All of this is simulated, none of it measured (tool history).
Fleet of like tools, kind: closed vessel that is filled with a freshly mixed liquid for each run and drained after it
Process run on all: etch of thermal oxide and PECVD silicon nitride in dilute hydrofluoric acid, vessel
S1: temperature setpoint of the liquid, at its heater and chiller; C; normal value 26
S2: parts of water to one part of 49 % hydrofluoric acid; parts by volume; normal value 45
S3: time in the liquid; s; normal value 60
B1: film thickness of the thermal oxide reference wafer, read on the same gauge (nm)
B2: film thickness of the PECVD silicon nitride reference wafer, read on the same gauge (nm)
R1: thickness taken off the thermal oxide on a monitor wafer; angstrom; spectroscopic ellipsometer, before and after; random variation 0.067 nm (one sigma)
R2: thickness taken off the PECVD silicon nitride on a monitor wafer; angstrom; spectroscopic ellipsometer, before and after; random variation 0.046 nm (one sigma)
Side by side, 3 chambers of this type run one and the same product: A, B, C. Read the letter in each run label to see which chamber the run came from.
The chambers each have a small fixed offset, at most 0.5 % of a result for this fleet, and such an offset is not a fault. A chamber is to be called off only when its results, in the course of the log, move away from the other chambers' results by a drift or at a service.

run   hour    S1  S2  S3      B1      B2      R1      R2
 1B    6.2    26  45  60  149.99  90.052  76.791  54.496
 2C   14.9    26  45  60     150  90.021  75.094  54.064
 3A   20.5    26  45  60  150.02  90.037  75.483   53.67
 4B   27.1    26  45  60  150.01  89.935  74.778   53.78
 5A   33.7    26  45  60  150.01  90.002   75.08  54.415
 6C   39.5    26  45  60  150.01  89.996  74.786  54.622
 7C   43.8    26  45  60     150  89.981  75.139  54.604
 8A   50.2    26  45  60  150.01  89.992  74.852  53.907
 9B   58.7    26  45  60  149.98  90.017  76.522  54.628
10A     63    26  45  60  149.99  90.004  75.262  54.058
11C   68.3    26  45  60  150.02  89.961  76.004  54.409
12B     74    26  45  60  149.98  89.978  74.997  54.539
13B   79.3  29.5  55  60     150  89.956  69.305  55.754
14C   87.1  29.5  55  60  150.01  90.016  69.376  55.464
15A   91.7  29.5  55  60  149.98  89.971  69.661  55.354
16A   96.4    26  45  60  150.01  90.025  75.957  53.661
17B  101.7    26  45  60  150.01  89.984  75.003  54.204
18C  110.7    26  45  60     150      90  74.236  54.172
19A  115.9    26  45  60  150.01  89.972  74.261  53.995
20C  122.4    26  45  60     150  89.965  74.578  54.002
21B    131    29  45  60     150  89.976  84.597  66.029
22C  138.8    29  45  60  150.01  90.031  83.425  65.706
23A  147.3    29  45  60     150  90.006  84.979  64.874
24B  151.4    26  45  60  149.99  89.953  75.185   54.02
25C  159.8    26  45  60  150.01  89.999   75.46  54.294
26B  164.3    26  45  60  149.99  90.048  75.329  55.383
27A  168.7    26  45  60     150  90.042  74.766  54.118
28C  174.8    26  45  60  150.01  89.982  74.763   54.39
29A  183.6    26  45  60     150  90.001   74.76  54.176
30B  187.9    26  45  60  149.99      90  74.672  54.167
31A    192  28.5  45  60     150  90.058  82.962  63.191
32C  198.5  28.5  45  60     150  90.014  83.004  63.952
33B  202.7  28.5  45  60  150.04  90.022  83.998  63.028
34B  207.6    26  45  60     150  90.047  74.889  53.627
35C    215    26  45  60  150.02  89.971  73.397  54.087
36A  223.1    26  45  60  150.03  89.969  73.648  54.454
37A  230.3    26  45  60  150.01  90.015  74.864  54.078
38B  239.2    26  45  60     150  90.047  74.193  53.975
39C  248.7    26  45  60  149.99  89.988  74.603  53.898
40C  254.2    26  45  60  150.01  90.021  74.862  54.067
41B  261.7    26  45  60  150.01  89.979  75.524  53.992

Predict what each chamber gives when all 3 of them run the settings below next.
42A  268.5  29  45  60           ?   ?
42B  268.5  29  45  60           ?   ?
42C  268.5  29  45  60           ?   ?

run      R1      R2
42A  84.634  66.461
42B  85.695  66.426
42C  85.302   66.12
